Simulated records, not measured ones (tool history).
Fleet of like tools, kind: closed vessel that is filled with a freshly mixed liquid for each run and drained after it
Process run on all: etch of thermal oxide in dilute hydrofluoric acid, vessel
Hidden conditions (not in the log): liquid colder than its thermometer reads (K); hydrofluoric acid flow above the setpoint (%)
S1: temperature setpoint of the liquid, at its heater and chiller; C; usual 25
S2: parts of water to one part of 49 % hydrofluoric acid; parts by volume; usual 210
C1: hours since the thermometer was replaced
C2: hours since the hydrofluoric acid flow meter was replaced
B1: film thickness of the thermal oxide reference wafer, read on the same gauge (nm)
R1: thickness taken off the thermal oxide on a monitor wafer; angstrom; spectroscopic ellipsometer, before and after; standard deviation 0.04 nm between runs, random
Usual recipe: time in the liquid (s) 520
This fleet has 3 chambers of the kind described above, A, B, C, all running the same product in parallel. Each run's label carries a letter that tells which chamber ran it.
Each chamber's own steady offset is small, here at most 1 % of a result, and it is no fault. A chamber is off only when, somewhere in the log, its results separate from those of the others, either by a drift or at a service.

run 1C hour=7.4 | S1=25 S2=210 time_in_the_liquid_(s)=520 | C1=416 C2=1568.7 | B1=30.027 | R1=102.65
run 2A hour=13.6 | S1=25 S2=210 time_in_the_liquid_(s)=520 | C1=861.2 C2=1039.8 | B1=29.994 | R1=103.31
run 3B hour=20.9 | S1=25 S2=210 time_in_the_liquid_(s)=520 | C1=720.8 C2=515.2 | B1=29.996 | R1=102.27
run 4B hour=30.8 | S1=25 S2=210 time_in_the_liquid_(s)=520 | C1=730.7 C2=525.1 | B1=29.968 | R1=102.18
run 5C hour=37.7 | S1=25 S2=210 time_in_the_liquid_(s)=520 | C1=446.3 C2=1599 | B1=29.986 | R1=102.34
run 6A hour=47.9 | S1=25 S2=210 time_in_the_liquid_(s)=520 | C1=895.5 C2=1074.1 | B1=29.957 | R1=102.41
run 7B hour=55.9 | S1=25 S2=210 time_in_the_liquid_(s)=520 | C1=755.8 C2=550.2 | B1=29.933 | R1=102.36
run 8A hour=66.9 | S1=25 S2=210 time_in_the_liquid_(s)=520 | C1=914.5 C2=1093.1 | B1=30.043 | R1=103.44
run 9C hour=78.9 | S1=25 S2=210 time_in_the_liquid_(s)=520 | C1=487.5 C2=1640.2 | B1=30.025 | R1=102.06
run 10A hour=87.7 | S1=25 S2=210 time_in_the_liquid_(s)=520 | C1=935.3 C2=1113.9 | B1=30.018 | R1=103.63
run 11C hour=100.4 | S1=22.5 S2=310 time_in_the_liquid_(s)=520 | C1=509 C2=1661.7 | B1=30.05 | R1=56.551
run 12B hour=106.8 | S1=22.5 S2=310 time_in_the_liquid_(s)=520 | C1=806.7 C2=601.1 | B1=29.953 | R1=57.435
run 13C hour=116.7 | S1=22.5 S2=310 time_in_the_liquid_(s)=520 | C1=525.3 C2=1678 | B1=29.973 | R1=56.716
run 14A hour=126.7 | S1=25 S2=210 time_in_the_liquid_(s)=520 | C1=974.3 C2=1152.9 | B1=29.991 | R1=103.38
run 15B hour=133.8 | S1=25 S2=210 time_in_the_liquid_(s)=520 | C1=833.7 C2=628.1 | B1=29.991 | R1=101.81
run 16B hour=142.2 | S1=25 S2=210 time_in_the_liquid_(s)=520 | C1=842.1 C2=636.5 | B1=29.976 | R1=101.96
run 17C hour=152.8 | S1=25 S2=210 time_in_the_liquid_(s)=520 | C1=561.4 C2=1714.1 | B1=30.053 | R1=100.22
run 18A hour=161.7 | S1=25 S2=210 time_in_the_liquid_(s)=520 | C1=1009.3 C2=1187.9 | B1=30.026 | R1=102.8
run 19C hour=168.5 | S1=25 S2=210 time_in_the_liquid_(s)=520 | C1=577.1 C2=1729.8 | B1=30.01 | R1=100.14
run 20B hour=178.7 | S1=25 S2=210 time_in_the_liquid_(s)=520 | C1=878.6 C2=673 | B1=30.002 | R1=102.5
run 21A hour=185 | S1=25 S2=210 time_in_the_liquid_(s)=520 | C1=1032.6 C2=1211.2 | B1=30.032 | R1=103.2
run 22C hour=196.4 | S1=25 S2=210 time_in_the_liquid_(s)=520 | C1=605 C2=1757.7 | B1=30.055 | R1=99.335
run 23A hour=202.5 | S1=25 S2=210 time_in_the_liquid_(s)=520 | C1=1050.1 C2=1228.7 | B1=29.981 | R1=103.69
run 24B hour=209.7 | S1=25 S2=260 time_in_the_liquid_(s)=520 | C1=909.6 C2=704 | B1=30.021 | R1=78.069
run 25B hour=220.2 | S1=25 S2=260 time_in_the_liquid_(s)=520 | C1=920.1 C2=714.5 | B1=29.971 | R1=78.704
run 26A hour=230.7 | S1=25 S2=260 time_in_the_liquid_(s)=520 | C1=1078.3 C2=1256.9 | B1=29.992 | R1=79.26
run 27C hour=238.7 | S1=25 S2=210 time_in_the_liquid_(s)=520 | C1=647.3 C2=1800 | B1=29.985 | R1=98.277
run 28C hour=250.7 | S1=25 S2=210 time_in_the_liquid_(s)=520 | C1=659.3 C2=1812 | B1=29.978 | R1=97.609

Is one chamber off against the others, does the gauge drift, or is nothing wrong? If a chamber is off, say which, and what the likeliest cause is.

One chamber, C, drifts off from the rest bit by bit.
Cause: liquid colder than its thermometer reads (K) = 1.4.
Not necessarily distinguishable in this log from: hydrofluoric acid flow below the setpoint (%).

Below are 4 candidate recipes for chamber C's next run, each the usual settings with a change, their results shown as question marks. Which of them brings C's results back in line with what the other chambers give on the usual settings?
Counts as in line when no further than this from what the other chambers average on the usual settings: R1 1.4 angstrom
run 29C-1 hour=260.2 | S1=25 S2=210 time_in_the_liquid_(s)=530 | R1=?
run 29C-2 hour=260.2 | S1=25 S2=215 time_in_the_liquid_(s)=510 | R1=?
run 29C-3 hour=260.2 | S1=25 S2=210 time_in_the_liquid_(s)=510 | R1=?
run 29C-4 hour=260.2 | S1=25 S2=210 time_in_the_liquid_(s)=545 | R1=?

Mean of the other chambers on the usual settings: R1 102.73 angstrom
run=29C-1 R1=99.568
run=29C-2 R1=93.076
run=29C-3 R1=95.81
run=29C-4 R1=102.39
It is 29C-4 that realigns the chamber with its peers.

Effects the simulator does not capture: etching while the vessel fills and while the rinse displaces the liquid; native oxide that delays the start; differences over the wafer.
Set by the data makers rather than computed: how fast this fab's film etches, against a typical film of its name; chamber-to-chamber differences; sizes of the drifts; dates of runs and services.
